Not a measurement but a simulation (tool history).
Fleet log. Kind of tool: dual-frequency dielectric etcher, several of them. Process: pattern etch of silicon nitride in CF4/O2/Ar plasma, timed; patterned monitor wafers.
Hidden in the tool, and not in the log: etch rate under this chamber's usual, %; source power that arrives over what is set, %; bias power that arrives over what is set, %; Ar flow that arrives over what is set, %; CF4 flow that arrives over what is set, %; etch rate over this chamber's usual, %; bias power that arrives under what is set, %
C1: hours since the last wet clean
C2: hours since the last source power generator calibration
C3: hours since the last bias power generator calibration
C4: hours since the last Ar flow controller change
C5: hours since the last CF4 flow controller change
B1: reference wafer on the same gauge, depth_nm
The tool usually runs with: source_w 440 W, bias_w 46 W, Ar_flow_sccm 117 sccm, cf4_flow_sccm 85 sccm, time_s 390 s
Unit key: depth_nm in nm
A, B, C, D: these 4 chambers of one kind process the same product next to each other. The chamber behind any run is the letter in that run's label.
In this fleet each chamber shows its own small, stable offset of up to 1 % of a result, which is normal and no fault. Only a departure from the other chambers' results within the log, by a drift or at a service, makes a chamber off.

Run 1A, hour 13.4: usual settings; C1 146.7; C2 1164.9; C3 2833; C4 2850.9; C5 3517.7; B1 498.7. Result: depth_nm 614.02 nm.
Run 2C, hour 19.8: usual settings; C1 111.1; C2 1145.3; C3 72.1; C4 5214.4; C5 1943.3; B1 498.74. Result: depth_nm 616.57 nm.
Run 3D, hour 27.9: usual settings; C1 155.9; C2 2726.8; C3 936.1; C4 1215.5; C5 1084.3; B1 498.54. Result: depth_nm 612.22 nm.
Run 4B, hour 41.4: usual settings; C1 255.1; C2 1184.9; C3 2054.2; C4 5203.7; C5 4509.4; B1 498.31. Result: depth_nm 617.13 nm.
Run 5D, hour 50.5: usual settings; C1 178.5; C2 2749.4; C3 958.7; C4 1238.1; C5 1106.9; B1 498.3. Result: depth_nm 609.95 nm.
Run 6B, hour 58: usual settings but cf4_flow_sccm 77 sccm; C1 271.7; C2 1201.5; C3 2070.8; C4 5220.3; C5 4526; B1 498.43. Result: depth_nm 608.51 nm.
Run 7A, hour 66.3: usual settings but cf4_flow_sccm 77 sccm; C1 199.6; C2 1217.8; C3 2885.9; C4 2903.8; C5 3570.6; B1 498.13. Result: depth_nm 605.56 nm.
Run 8C, hour 78: usual settings but cf4_flow_sccm 77 sccm; C1 169.3; C2 1203.5; C3 130.3; C4 5272.6; C5 2001.5; B1 498.17. Result: depth_nm 606.52 nm.
Run 9C, hour 89.8: usual settings but cf4_flow_sccm 77 sccm; C1 181.1; C2 1215.3; C3 142.1; C4 5284.4; C5 2013.3; B1 498.08. Result: depth_nm 605.43 nm.
Run 10D, hour 101.3: usual settings; C1 229.3; C2 2800.2; C3 1009.5; C4 1288.9; C5 1157.7; B1 497.72. Result: depth_nm 609.89 nm.
Run 11B, hour 110.2: usual settings; C1 323.9; C2 1253.7; C3 2123; C4 5272.5; C5 4578.2; B1 497.65. Result: depth_nm 616.99 nm.
Run 12A, hour 121.5: usual settings; C1 254.8; C2 1273; C3 2941.1; C4 2959; C5 3625.8; B1 497.65. Result: depth_nm 611.89 nm.
Run 13C, hour 130.2: usual settings; C1 221.5; C2 1255.7; C3 182.5; C4 5324.8; C5 2053.7; B1 497.42. Result: depth_nm 614.79 nm.
Run 14B, hour 138.9: usual settings but time_s 338.5 s; C1 352.6; C2 1282.4; C3 2151.7; C4 5301.2; C5 4606.9; B1 497.72. Result: depth_nm 533.71 nm.
Run 15A, hour 145.5: usual settings but time_s 338.5 s; C1 278.8; C2 1297; C3 2965.1; C4 2983; C5 3649.8; B1 497.32. Result: depth_nm 532.28 nm.
Run 16D, hour 152: usual settings but time_s 338.5 s; C1 280; C2 2850.9; C3 1060.2; C4 1339.6; C5 1208.4; B1 497.29. Result: depth_nm 529.13 nm.
Run 17B, hour 158.6: usual settings but time_s 338.5 s; C1 372.3; C2 1302.1; C3 2171.4; C4 5320.9; C5 4626.6; B1 497.32. Result: depth_nm 535.08 nm.
Run 18C, hour 171.9: usual settings; C1 263.2; C2 1297.4; C3 224.2; C4 5366.5; C5 2095.4; B1 497.01. Result: depth_nm 613.04 nm.
Run 19D, hour 178.6: usual settings; C1 306.6; C2 2877.5; C3 1086.8; C4 1366.2; C5 1235; B1 496.7. Result: depth_nm 608.38 nm.
At hour 183.5: chamber B: wet clean of the chamber.
Run 20A, hour 191.1: usual settings; C1 324.4; C2 1342.6; C3 3010.7; C4 3028.6; C5 3695.4; B1 496.85. Result: depth_nm 612.5 nm.
Run 21A, hour 199.7: usual settings; C1 333; C2 1351.2; C3 3019.3; C4 3037.2; C5 3704; B1 496.72. Result: depth_nm 613.57 nm.
Run 22C, hour 208.1: usual settings but bias_w 53 W, time_s 486.5 s; C1 299.4; C2 1333.6; C3 260.4; C4 5402.7; C5 2131.6; B1 496.64. Result: depth_nm 807.18 nm.
Run 23D, hour 215.1: usual settings but bias_w 53 W, time_s 486.5 s; C1 343.1; C2 2914; C3 1123.3; C4 1402.7; C5 1271.5; B1 496.15. Result: depth_nm 802.9 nm.
Run 24B, hour 227.6: usual settings but bias_w 53 W, time_s 486.5 s; C1 44.2; C2 1371.1; C3 2240.4; C4 5389.9; C5 4695.6; B1 496.71. Result: depth_nm 813.85 nm.
Run 25D, hour 240.8: usual settings but bias_w 53 W, time_s 486.5 s; C1 368.8; C2 2939.7; C3 1149; C4 1428.4; C5 1297.2; B1 496.37. Result: depth_nm 802.08 nm.
Run 26C, hour 253.4: usual settings; C1 344.7; C2 1378.9; C3 305.7; C4 5448; C5 2176.9; B1 496.14. Result: depth_nm 613.04 nm.
Run 27A, hour 261.2: usual settings; C1 394.5; C2 1412.7; C3 3080.8; C4 3098.7; C5 3765.5; B1 495.94. Result: depth_nm 610.8 nm.
Run 28B, hour 270.1: usual settings but bias_w 52 W; C1 86.7; C2 1413.6; C3 2282.9; C4 5432.4; C5 4738.1; B1 495.81. Result: depth_nm 646.26 nm.
Run 29D, hour 283.5: usual settings but bias_w 52 W; C1 411.5; C2 2982.4; C3 1191.7; C4 1471.1; C5 1339.9; B1 495.74. Result: depth_nm 638.92 nm.
Run 30B, hour 293.4: usual settings but bias_w 52 W; C1 110; C2 1436.9; C3 2306.2; C4 5455.7; C5 4761.4; B1 495.52. Result: depth_nm 642.6 nm.

Is one chamber out of step, is the gauge drifting, or do the chambers differ by no more than their own small offsets? For an off chamber, give its letter and the likeliest cause.

No chamber is off; the gauge reading every chamber's wafers drifts, which makes the whole fleet appear to move together.
Cause: gauge reads low (%) = 0.703.
